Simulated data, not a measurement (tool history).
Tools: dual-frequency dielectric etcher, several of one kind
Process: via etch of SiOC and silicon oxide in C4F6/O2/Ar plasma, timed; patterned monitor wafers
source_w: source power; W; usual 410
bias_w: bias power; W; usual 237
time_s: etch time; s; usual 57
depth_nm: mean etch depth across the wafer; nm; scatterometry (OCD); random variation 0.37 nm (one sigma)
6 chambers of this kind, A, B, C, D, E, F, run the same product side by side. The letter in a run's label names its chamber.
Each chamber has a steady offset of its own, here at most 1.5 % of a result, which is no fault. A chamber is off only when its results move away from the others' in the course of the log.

| run | hour | source_w | bias_w | time_s | hours since the last wet clean | hours since the last source power generator calibration | hours since the last bias power generator calibration | read-back reference wafer on the same gauge, depth_nm | depth_nm |
|---|---|---|---|---|---|---|---|---|---|
| 1B | 9.0 | 410 | 237 | 57 | 304.1 | 1017.4 | 363.8 | 74.864 | 71.038 |
|  | 14.4 | chamber E: wet clean of the chamber |
|  | 22.5 | chamber D: wet clean of the chamber |
| 2E | 24.6 | 410 | 237 | 57 | 10.3 | 2163.7 | 369.0 | 74.840 | 70.835 |
| 3D | 32.8 | 410 | 237 | 57 | 10.3 | 2325.4 | 2196.7 | 74.934 | 72.295 |
|  | 34.6 | chamber C: wet clean of the chamber |
|  | 37.8 | chamber A: bias power generator calibrated |
| 4A | 43.8 | 410 | 237 | 57 | 119.1 | 2244.0 | 6.1 | 74.853 | 71.622 |
| 5F | 51.0 | 410 | 237 | 57 | 228.7 | 2963.7 | 426.1 | 74.911 | 70.569 |
| 6C | 66.4 | 410 | 237 | 57 | 31.9 | 3755.7 | 1223.9 | 74.861 | 71.644 |
| 7E | 81.9 | 470 | 260 | 57 | 67.6 | 2221.0 | 426.3 | 74.880 | 77.298 |
|  | 87.5 | chamber F: source power generator calibrated |
| 8F | 96.6 | 470 | 260 | 57 | 274.3 | 9.2 | 471.7 | 74.896 | 77.255 |
| 9A | 106.9 | 470 | 260 | 57 | 182.2 | 2307.1 | 69.2 | 74.838 | 77.365 |
| 10D | 119.7 | 470 | 260 | 57 | 97.2 | 2412.3 | 2283.6 | 74.910 | 78.027 |
| 11C | 133.2 | 470 | 260 | 57 | 98.7 | 3822.5 | 1290.7 | 74.900 | 77.749 |
| 12B | 142.0 | 470 | 260 | 57 | 437.1 | 1150.4 | 496.8 | 74.825 | 77.117 |
| 13C | 156.9 | 410 | 237 | 57 | 122.4 | 3846.2 | 1314.4 | 74.954 | 71.128 |
|  | 165.4 | chamber B: wet clean of the chamber |
| 14F | 166.7 | 410 | 237 | 57 | 344.4 | 79.3 | 541.8 | 74.883 | 70.608 |
| 15E | 179.0 | 410 | 217 | 57 | 164.7 | 2318.1 | 523.4 | 74.922 | 68.932 |
|  | 192.2 | chamber E: source power generator calibrated |
|  | 193.2 | chamber D: bias power generator calibrated |
| 16D | 194.5 | 410 | 217 | 57 | 172.0 | 2487.1 | 1.4 | 74.948 | 70.068 |
| 17B | 209.2 | 410 | 217 | 57 | 43.8 | 1217.6 | 564.0 | 74.883 | 69.490 |
| 18A | 217.6 | 410 | 217 | 57 | 292.9 | 2417.8 | 179.9 | 74.893 | 68.866 |
| 19D | 229.6 | 410 | 217 | 57 | 207.1 | 2522.2 | 36.5 | 74.928 | 69.785 |
| 20B | 240.9 | 410 | 217 | 57 | 75.5 | 1249.3 | 595.7 | 74.921 | 68.974 |
| 21E | 248.9 | 410 | 237 | 57 | 234.6 | 56.8 | 593.3 | 74.967 | 70.618 |
| 22C | 264.2 | 410 | 237 | 57 | 229.7 | 3953.5 | 1421.7 | 74.925 | 71.439 |
|  | 271.8 | chamber A: source power generator calibrated |
| 23F | 279.0 | 410 | 237 | 57 | 456.7 | 191.6 | 654.1 | 74.774 | 70.683 |
| 24A | 287.4 | 410 | 237 | 57 | 362.7 | 15.6 | 249.7 | 74.921 | 72.017 |
| 25F | 300.1 | 410 | 200 | 57 | 477.8 | 212.7 | 675.2 | 74.918 | 66.813 |
| 26C | 308.9 | 410 | 200 | 57 | 274.4 | 3998.2 | 1466.4 | 74.885 | 67.846 |
| 27B | 320.6 | 410 | 200 | 57 | 155.2 | 1329.0 | 675.4 | 74.874 | 67.222 |
|  | 330.0 | chamber D: wet clean of the chamber |
| 28A | 331.8 | 410 | 200 | 57 | 407.1 | 60.0 | 294.1 | 74.942 | 68.001 |
| 29D | 338.7 | 410 | 200 | 57 | 8.8 | 2631.3 | 145.6 | 74.912 | 68.098 |
|  | 349.3 | chamber A: wet clean of the chamber |
| 30E | 349.3 | 410 | 200 | 57 | 335.0 | 157.2 | 693.7 | 74.965 | 66.691 |
| 31A | 357.2 | 410 | 237 | 57 | 7.9 | 85.4 | 319.5 | 74.890 | 71.993 |
| 32F | 369.9 | 410 | 210 | 51 | 547.6 | 282.5 | 745.0 | 74.821 | 60.904 |
| 33C | 383.3 | 410 | 210 | 51 | 348.8 | 4072.6 | 1540.8 | 74.789 | 61.624 |
| 34B | 391.4 | 410 | 210 | 51 | 226.0 | 1399.8 | 746.2 | 74.946 | 61.649 |
| 35E | 399.6 | 410 | 210 | 51 | 385.3 | 207.5 | 744.0 | 74.923 | 61.235 |
| 36D | 408.2 | 410 | 210 | 51 | 78.3 | 2700.8 | 215.1 | 74.909 | 62.142 |

What goes on in this fleet: one chamber off, a drifting gauge, or nothing beyond the chambers' own small offsets? Name the chamber and the cause, if any.

No chamber stands off beyond its own small offset, and the gauge holds steady.
